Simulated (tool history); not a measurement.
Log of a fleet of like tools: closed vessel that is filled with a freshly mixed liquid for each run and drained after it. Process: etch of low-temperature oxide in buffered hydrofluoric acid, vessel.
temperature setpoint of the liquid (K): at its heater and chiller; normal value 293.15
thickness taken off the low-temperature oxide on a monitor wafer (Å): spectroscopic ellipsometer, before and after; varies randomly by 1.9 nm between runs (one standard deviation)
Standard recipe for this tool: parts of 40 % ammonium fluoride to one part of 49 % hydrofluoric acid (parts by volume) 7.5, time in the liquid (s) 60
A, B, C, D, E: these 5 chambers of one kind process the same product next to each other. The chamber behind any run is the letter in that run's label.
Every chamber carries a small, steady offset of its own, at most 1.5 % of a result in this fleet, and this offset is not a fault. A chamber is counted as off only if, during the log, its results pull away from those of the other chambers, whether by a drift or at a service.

run,hour,temperature setpoint of the liquid (K),parts of 40 % ammonium fluoride to one part of 49 % hydrofluoric acid (parts by volume),time in the liquid (s),"read-back film thickness of the low-temperature oxide reference wafer, read on the same gauge (nm)",thickness taken off the low-temperature oxide on a monitor wafer (Å)
1D,11.7,293.15,7.5,60,140.02,1949.60
2A,23.2,293.15,7.5,60,139.98,1932.70
3B,29.1,293.15,7.5,60,140.03,1921.80
4C,35.6,293.15,7.5,60,140.03,1930.80
# hour 36.2: chamber C: thermometer replaced
5E,42.7,293.15,7.5,60,140.02,1973.10
6D,54.5,293.15,7.5,60,140.01,1947.70
7A,62.1,293.15,7.5,60,140.02,1956.40
8C,68.4,293.15,7.5,60,140.00,1954.10
9B,74.2,293.15,7.5,60,140.06,1948.20
10E,80.4,293.15,7.5,60,140.01,1968.40
11B,86.8,293.15,7.5,60,139.97,1925.60
12E,97.4,291.15,7.5,50,139.98,1468.40
13A,106.4,291.15,7.5,50,140.01,1453.00
14C,113.8,291.15,7.5,50,140.00,1443.90
15D,122.1,291.15,7.5,50,139.99,1458.70
16D,132.0,291.15,7.5,50,140.05,1477.40
17B,143.0,293.15,7.5,60,139.96,1946.50
18E,154.6,293.15,7.5,60,140.01,2002.70
19C,166.1,293.15,9.5,35,140.00,888.07
20A,175.5,293.15,9.5,35,140.02,908.37
21A,185.1,293.15,9.5,35,140.03,894.12
# hour 186.6: chamber A: thermometer replaced
22B,194.1,293.15,9.5,35,140.02,897.27
23D,201.5,293.15,9.5,35,139.98,891.90
# hour 209.7: chamber E: hydrofluoric acid flow meter replaced
24E,211.8,293.15,7.5,60,140.00,2045.30
# hour 220.3: chamber D: thermometer replaced
25C,222.3,293.15,7.5,60,140.01,1898.50
26A,229.2,293.15,7.5,60,140.03,1967.50
27B,238.2,293.15,7.5,60,139.98,1904.70
28E,244.2,295.65,7.5,60,140.00,2416.30
29D,255.3,295.65,7.5,60,139.99,2231.00
30C,261.9,295.65,7.5,60,139.98,2235.50

Next, every chamber runs the same settings. What will each give?
31A,270.9,293.15,7.5,60,,?
31B,270.9,293.15,7.5,60,,?
31C,270.9,293.15,7.5,60,,?
31D,270.9,293.15,7.5,60,,?
31E,270.9,293.15,7.5,60,,?

run,thickness taken off the low-temperature oxide on a monitor wafer (Å)
31A,1926.20
31B,1952.90
31C,1913.30
31D,1963.60
31E,2115.00

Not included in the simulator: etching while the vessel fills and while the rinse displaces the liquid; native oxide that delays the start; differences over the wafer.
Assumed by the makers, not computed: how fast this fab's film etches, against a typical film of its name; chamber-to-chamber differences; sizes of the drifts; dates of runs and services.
